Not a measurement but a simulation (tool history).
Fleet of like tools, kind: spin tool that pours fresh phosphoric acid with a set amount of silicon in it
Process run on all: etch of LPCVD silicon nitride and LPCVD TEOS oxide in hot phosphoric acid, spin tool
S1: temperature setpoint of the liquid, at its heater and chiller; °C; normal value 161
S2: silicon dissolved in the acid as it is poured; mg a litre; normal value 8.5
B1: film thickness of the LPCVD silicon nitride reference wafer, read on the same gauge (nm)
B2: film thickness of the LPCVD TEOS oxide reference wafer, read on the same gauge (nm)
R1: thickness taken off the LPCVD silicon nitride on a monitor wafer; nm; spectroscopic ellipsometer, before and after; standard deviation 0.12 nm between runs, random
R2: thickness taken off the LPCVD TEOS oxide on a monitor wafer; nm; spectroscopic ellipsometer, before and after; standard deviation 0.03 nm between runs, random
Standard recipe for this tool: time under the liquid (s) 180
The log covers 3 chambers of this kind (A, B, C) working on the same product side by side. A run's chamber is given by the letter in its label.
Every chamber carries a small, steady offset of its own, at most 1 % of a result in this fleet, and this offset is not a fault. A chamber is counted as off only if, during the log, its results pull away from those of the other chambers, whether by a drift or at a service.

{"run": "1B", "hour": 5.4, "S1": 161, "S2": 8.5, "time under the liquid (s)": 180, "B1": 150.01, "B2": 70.02, "R1": 16.731, "R2": 0.81627}
{"run": "2C", "hour": 11.4, "S1": 161, "S2": 8.5, "time under the liquid (s)": 180, "B1": 149.98, "B2": 70.016, "R1": 16.682, "R2": 0.81605}
{"run": "3A", "hour": 19.4, "S1": 161, "S2": 8.5, "time under the liquid (s)": 180, "B1": 149.99, "B2": 70.014, "R1": 16.531, "R2": 0.77224}
{"run": "4B", "hour": 27.6, "S1": 161, "S2": 8.5, "time under the liquid (s)": 180, "B1": 150.02, "B2": 69.987, "R1": 16.404, "R2": 0.7752}
{"run": "5A", "hour": 35.4, "S1": 161, "S2": 3.5, "time under the liquid (s)": 180, "B1": 149.99, "B2": 70.014, "R1": 16.594, "R2": 0.95735}
{"run": "6C", "hour": 39.7, "S1": 161, "S2": 3.5, "time under the liquid (s)": 180, "B1": 149.99, "B2": 69.998, "R1": 16.601, "R2": 0.89372}
{"run": "7C", "hour": 46.4, "S1": 161, "S2": 3.5, "time under the liquid (s)": 180, "B1": 149.98, "B2": 69.976, "R1": 16.671, "R2": 0.98598}
{"run": "8A", "hour": 53.9, "S1": 161, "S2": 8.5, "time under the liquid (s)": 180, "B1": 150.0, "B2": 69.992, "R1": 16.541, "R2": 0.80783}
{"run": "9B", "hour": 59.7, "S1": 161, "S2": 8.5, "time under the liquid (s)": 180, "B1": 150.0, "B2": 69.958, "R1": 16.37, "R2": 0.76436}
{"run": "10A", "hour": 65.4, "S1": 161, "S2": 11.0, "time under the liquid (s)": 100, "B1": 150.01, "B2": 70.025, "R1": 9.1778, "R2": 0.42099}
{"run": "11C", "hour": 72.0, "S1": 161, "S2": 11.0, "time under the liquid (s)": 100, "B1": 150.01, "B2": 69.99, "R1": 9.3031, "R2": 0.43507}
{"run": "12B", "hour": 76.2, "S1": 161, "S2": 11.0, "time under the liquid (s)": 100, "B1": 150.01, "B2": 70.017, "R1": 9.0091, "R2": 0.43381}
{"run": "13C", "hour": 82.0, "S1": 161, "S2": 8.5, "time under the liquid (s)": 180, "B1": 150.01, "B2": 70.008, "R1": 16.595, "R2": 0.78037}
{"run": "14B", "hour": 90.2, "S1": 161, "S2": 8.5, "time under the liquid (s)": 180, "B1": 149.99, "B2": 69.988, "R1": 16.246, "R2": 0.79658}
{"run": "15A", "hour": 94.1, "S1": 161, "S2": 8.5, "time under the liquid (s)": 180, "B1": 150.0, "B2": 69.978, "R1": 16.541, "R2": 0.85471}
{"run": "16A", "hour": 101.7, "S1": 161, "S2": 8.5, "time under the liquid (s)": 180, "B1": 150.01, "B2": 69.99, "R1": 16.521, "R2": 0.80819}
{"run": "17C", "hour": 109.8, "S1": 161, "S2": 8.5, "time under the liquid (s)": 180, "B1": 149.99, "B2": 69.983, "R1": 16.664, "R2": 0.74478}
{"run": "18B", "hour": 116.8, "S1": 161, "S2": 8.5, "time under the liquid (s)": 180, "B1": 150.0, "B2": 70.003, "R1": 16.168, "R2": 0.7882}
{"run": "19C", "hour": 123.4, "S1": 161, "S2": 8.5, "time under the liquid (s)": 180, "B1": 150.0, "B2": 69.994, "R1": 16.757, "R2": 0.81522}
{"run": "20B", "hour": 131.6, "S1": 161, "S2": 8.5, "time under the liquid (s)": 180, "B1": 149.99, "B2": 69.983, "R1": 16.187, "R2": 0.75827}
{"run": "21A", "hour": 137.4, "S1": 161, "S2": 8.5, "time under the liquid (s)": 180, "B1": 149.99, "B2": 69.982, "R1": 16.762, "R2": 0.81247}
{"run": "22B", "hour": 142.4, "S1": 161, "S2": 8.5, "time under the liquid (s)": 180, "B1": 150.0, "B2": 70.038, "R1": 16.003, "R2": 0.75811}
{"run": "23C", "hour": 147.9, "S1": 161, "S2": 8.5, "time under the liquid (s)": 180, "B1": 150.0, "B2": 70.015, "R1": 16.688, "R2": 0.76665}
{"run": "24A", "hour": 154.3, "S1": 159, "S2": 12.0, "time under the liquid (s)": 180, "B1": 150.0, "B2": 70.02, "R1": 15.541, "R2": 0.63824}
{"run": "25C", "hour": 160.1, "S1": 159, "S2": 12.0, "time under the liquid (s)": 180, "B1": 150.0, "B2": 70.01, "R1": 15.575, "R2": 0.63725}
{"run": "26B", "hour": 166.4, "S1": 159, "S2": 12.0, "time under the liquid (s)": 180, "B1": 149.98, "B2": 69.997, "R1": 14.776, "R2": 0.6108}
{"run": "27A", "hour": 171.0, "S1": 161, "S2": 3.5, "time under the liquid (s)": 180, "B1": 150.01, "B2": 70.004, "R1": 16.537, "R2": 0.87937}
{"run": "28C", "hour": 177.6, "S1": 161, "S2": 3.5, "time under the liquid (s)": 180, "B1": 150.01, "B2": 70.009, "R1": 16.654, "R2": 0.97003}
{"run": "29A", "hour": 185.1, "S1": 161, "S2": 3.5, "time under the liquid (s)": 180, "B1": 150.01, "B2": 69.998, "R1": 16.599, "R2": 0.89261}
{"run": "30B", "hour": 188.9, "S1": 161, "S2": 8.5, "time under the liquid (s)": 180, "B1": 149.98, "B2": 69.998, "R1": 15.703, "R2": 0.71689}
{"run": "31C", "hour": 196.3, "S1": 161, "S2": 8.5, "time under the liquid (s)": 180, "B1": 150.0, "B2": 69.986, "R1": 16.674, "R2": 0.86464}
{"run": "32B", "hour": 203.7, "S1": 161, "S2": 14.0, "time under the liquid (s)": 180, "B1": 150.0, "B2": 70.007, "R1": 15.667, "R2": 0.67628}

Each of the 3 chambers runs these same settings next. Fill in every chamber's results:
{"run": "33A", "hour": 209.9, "S1": 161, "S2": 8.5, "time under the liquid (s)": 140, "R1": "?", "R2": "?"}
{"run": "33B", "hour": 209.9, "S1": 161, "S2": 8.5, "time under the liquid (s)": 140, "R1": "?", "R2": "?"}
{"run": "33C", "hour": 209.9, "S1": 161, "S2": 8.5, "time under the liquid (s)": 140, "R1": "?", "R2": "?"}

run=33A R1=12.7100 R2=0.68522
run=33B R1=12.1390 R2=0.54434
run=33C R1=12.9630 R2=0.59779

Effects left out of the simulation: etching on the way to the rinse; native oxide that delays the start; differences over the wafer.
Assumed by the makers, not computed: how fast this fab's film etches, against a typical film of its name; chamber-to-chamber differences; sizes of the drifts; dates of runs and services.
